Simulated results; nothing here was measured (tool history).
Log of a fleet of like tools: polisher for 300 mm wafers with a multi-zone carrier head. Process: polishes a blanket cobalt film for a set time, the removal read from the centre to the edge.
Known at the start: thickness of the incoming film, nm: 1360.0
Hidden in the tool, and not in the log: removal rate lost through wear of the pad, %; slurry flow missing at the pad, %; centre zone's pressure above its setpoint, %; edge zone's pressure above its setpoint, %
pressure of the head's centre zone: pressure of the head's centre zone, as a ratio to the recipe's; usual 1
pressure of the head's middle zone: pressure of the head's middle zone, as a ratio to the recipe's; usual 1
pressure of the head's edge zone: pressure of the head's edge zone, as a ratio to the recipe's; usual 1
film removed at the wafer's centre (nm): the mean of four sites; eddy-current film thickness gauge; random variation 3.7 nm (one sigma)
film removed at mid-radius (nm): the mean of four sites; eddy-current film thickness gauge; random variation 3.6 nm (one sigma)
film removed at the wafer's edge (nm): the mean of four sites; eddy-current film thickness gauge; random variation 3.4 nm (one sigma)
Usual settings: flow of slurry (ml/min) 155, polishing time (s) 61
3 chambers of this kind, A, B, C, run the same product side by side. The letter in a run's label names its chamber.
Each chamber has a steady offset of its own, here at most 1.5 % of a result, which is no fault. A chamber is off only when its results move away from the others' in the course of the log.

run     day  flow of slurry (ml/min)  pressure of the head's centre zone  pressure of the head's middle zone  pressure of the head's edge zone  polishing time (s)  wafers polished on this pad  hours since the slurry nozzle was cleaned  hours since the centre zone pressure was calibrated  hours since the edge zone pressure was calibrated  film removed at the wafer's centre (nm)  film removed at mid-radius (nm)  film removed at the wafer's edge (nm)
 1C   0.246                      155                                   1                                   1                                 1                  61                          400                                      503.9                                                510.9                                              202.2                                   307.55                           309.36                                 303.37
      0.296  -- chamber C: slurry nozzle cleaned
 2B   0.438                      155                                   1                                   1                                 1                  61                          452                                       77.2                                                707.5                                                504                                   309.19                           301.72                                 301.21
 3A   0.679                      155                                   1                                   1                                 1                  61                          521                                      215.1                                                669.5                                              410.7                                   301.19                           314.68                                 314.46
 4C   0.854                      155                                   1                                   1                                 1                  61                          535                                       13.5                                                525.5                                              216.8                                    305.8                            305.3                                 304.34
      1.021  -- chamber B: worn pad replaced by a new one
 5A   1.154                      155                                   1                                   1                                 1                  61                          627                                      226.5                                                680.9                                              422.1                                   304.95                           306.23                                 316.94
 6B     1.4                      155                                   1                                   1                                 1                  61                           84                                      100.3                                                730.6                                              527.1                                   313.31                           310.44                                 305.46
        1.6  -- chamber C: worn pad replaced by a new one
 7B   1.721                      155                                   1                                   1                                 1                  61                          155                                        108                                                738.3                                              534.8                                   308.89                           307.67                                 305.62
 8A   2.025                      155                                   1                                0.93                                 1                  61                          820                                      247.4                                                701.8                                                443                                    307.8                           280.24                                 312.34
 9C     2.3                      155                                   1                                0.93                                 1                  61                          156                                       48.2                                                560.2                                              251.5                                   303.91                           288.34                                 299.27
10A   2.588                      155                                   1                                0.93                                 1                  61                          945                                      260.9                                                715.3                                              456.5                                   307.19                           291.34                                 315.16
11B   2.946                      155                                   1                                   1                                 1                  61                          427                                      137.4                                                767.7                                              564.2                                   313.04                           311.75                                 299.27
      3.025  -- chamber A: slurry nozzle cleaned
      3.046  -- chamber A: worn pad replaced by a new one
12C   3.121                      155                                   1                                   1                                 1                  61                          338                                       67.9                                                579.9                                              271.2                                    311.6                            310.5                                 308.84
13B   3.458                      155                                   1                                   1                                 1                  61                          541                                      149.7                                                  780                                              576.5                                   307.31                           306.87                                 304.05
       3.65  -- chamber B: worn pad replaced by a new one
14A   3.717                      155                                   1                                1.04                                 1                  46                          149                                       16.6                                                742.4                                              483.6                                   233.89                           239.76                                 232.88
15C   3.917                      155                                   1                                1.04                                 1                  46                          515                                         87                                                  599                                              290.3                                    233.1                           239.39                                 231.46
16C   4.125                      155                                   1                                1.04                                 1                  46                          561                                         92                                                  604                                              295.3                                   232.22                           246.63                                 232.77
17A   4.446                      155                                   1                                   1                                 1                  61                          311                                       34.1                                                759.9                                              501.1                                   307.36                           304.97                                  312.4
18B   4.708                      155                                   1                                   1                                 1                  61                          236                                      179.7                                                  810                                              606.5                                   311.42                           300.98                                  303.5
19A   4.992                      155                                   1                                   1                                 1                  61                          432                                       47.2                                                  773                                              514.2                                   308.61                           311.12                                 314.44
20C   5.279                      155                                   1                                   1                                 1                  61                          818                                      119.7                                                631.7                                                323                                   305.25                           309.18                                 304.44
21B   5.567                      155                                   1                                   1                                 1                  61                          426                                      200.3                                                830.6                                              627.1                                   304.81                           310.42                                 303.59
       5.65  -- chamber C: worn pad replaced by a new one
22C   5.767                      155                                   1                                   1                                 1                  61                           26                                      131.4                                                643.4                                              334.7                                   311.93                           307.16                                 308.36
23A   5.975                      155                                   1                                   1                                 1                  61                          651                                       70.8                                                796.6                                              537.8                                   305.69                           301.95                                 308.54
24B   6.233                      155                                   1                                   1                                 1                  61                          574                                      216.3                                                846.6                                              643.1                                   309.01                           302.41                                 308.24
      6.312  -- chamber B: worn pad replaced by a new one
25B   6.412                      155                                   1                                   1                                 1                  61                           22                                      220.6                                                850.9                                              647.4                                   311.37                            306.6                                 305.92
26C   6.742                      155                                   1                                   1                              0.89                  61                          243                                      154.8                                                666.8                                              358.1                                   315.34                           312.22                                 288.78
27A   6.946                      155                                   1                                   1                              0.89                  61                          867                                       94.1                                                819.9                                              561.1                                   310.03                           315.68                                 293.52
28A   7.125                      155                                   1                                   1                              0.89                  61                          907                                       98.4                                                824.2                                              565.4                                    310.6                           308.81                                 297.33
29C   7.475                      155                                   1                                   1                                 1                  61                          406                                      172.4                                                684.4                                              375.7                                   307.85                           311.77                                 298.72
30B   7.775                      155                                   1                                   1                                 1                  61                          325                                      253.3                                                883.6                                              680.1                                   311.02                           310.93                                 301.25
31A     8.1                      155                                   1                                   1                                 1                  61                         1123                                      121.8                                                847.6                                              588.8                                   304.53                           311.37                                 307.32
32B   8.388                      155                                   1                                   1                                 1                  61                          461                                        268                                                898.3                                              694.8                                   311.91                           310.28                                 306.21
      8.575  -- chamber A: worn pad replaced by a new one
33C   8.588                      155                                   1                                   1                                 1                  61                          653                                      199.1                                                711.1                                              402.4                                   308.77                           305.71                                 308.19
34B   8.771                      155                                   1                                   1                                 1                  72                          546                                      277.2                                                907.5                                                704                                   366.07                           361.22                                 358.17
      8.833  -- chamber C: worn pad replaced by a new one
35C   9.083                      155                                   1                                   1                                 1                  72                           56                                        211                                                  723                                              414.3                                      365                           366.42                                 349.87
      9.133  -- chamber B: worn pad replaced by a new one
36A   9.408                      155                                   1                                   1                                 1                  72                          185                                      153.2                                                  879                                              620.2                                    360.1                           358.91                                 365.55
37A   9.758                      155                                   1                                   1                                 1                  61                          263                                      161.6                                                887.4                                              628.6                                   307.37                              306                                 314.22
      9.796  -- chamber C: centre zone pressure recalibrated
38B  10.112                      155                                   1                                   1                                 1                  61                          218                                      309.4                                                939.7                                              736.2                                    306.7                           309.06                                 307.52
39C  10.325                      155                                   1                                   1                                 1                  61                          332                                      240.8                                                 12.8                                              444.1                                   308.72                           311.33                                 302.61
40C  10.638                      155                                   1                                   1                                 1                  61                          401                                      248.3                                                 20.3                                              451.6                                   309.08                           313.11                                 301.88
41B  10.821                      155                                   1                                   1                                 1                  61                          375                                      326.4                                                956.7                                              753.2                                   307.58                           308.58                                 303.36
42A  11.075                      155                                1.07                                   1                                 1                  61                          556                                      193.2                                                  919                                              660.2                                   333.72                            309.7                                 314.08
43C  11.333                      155                                1.07                                   1                                 1                  61                          556                                        265                                                   37                                              468.3                                   325.73                            305.4                                 306.81
44A  11.638                      155                                1.07                                   1                                 1                  61                          681                                      206.7                                                932.5                                              673.7                                   331.01                            304.5                                 306.86

What goes on in this fleet: one chamber off, a drifting gauge, or nothing beyond the chambers' own small offsets? Name the chamber and the cause, if any.

No chamber stands off beyond its own small offset, and the gauge holds steady.

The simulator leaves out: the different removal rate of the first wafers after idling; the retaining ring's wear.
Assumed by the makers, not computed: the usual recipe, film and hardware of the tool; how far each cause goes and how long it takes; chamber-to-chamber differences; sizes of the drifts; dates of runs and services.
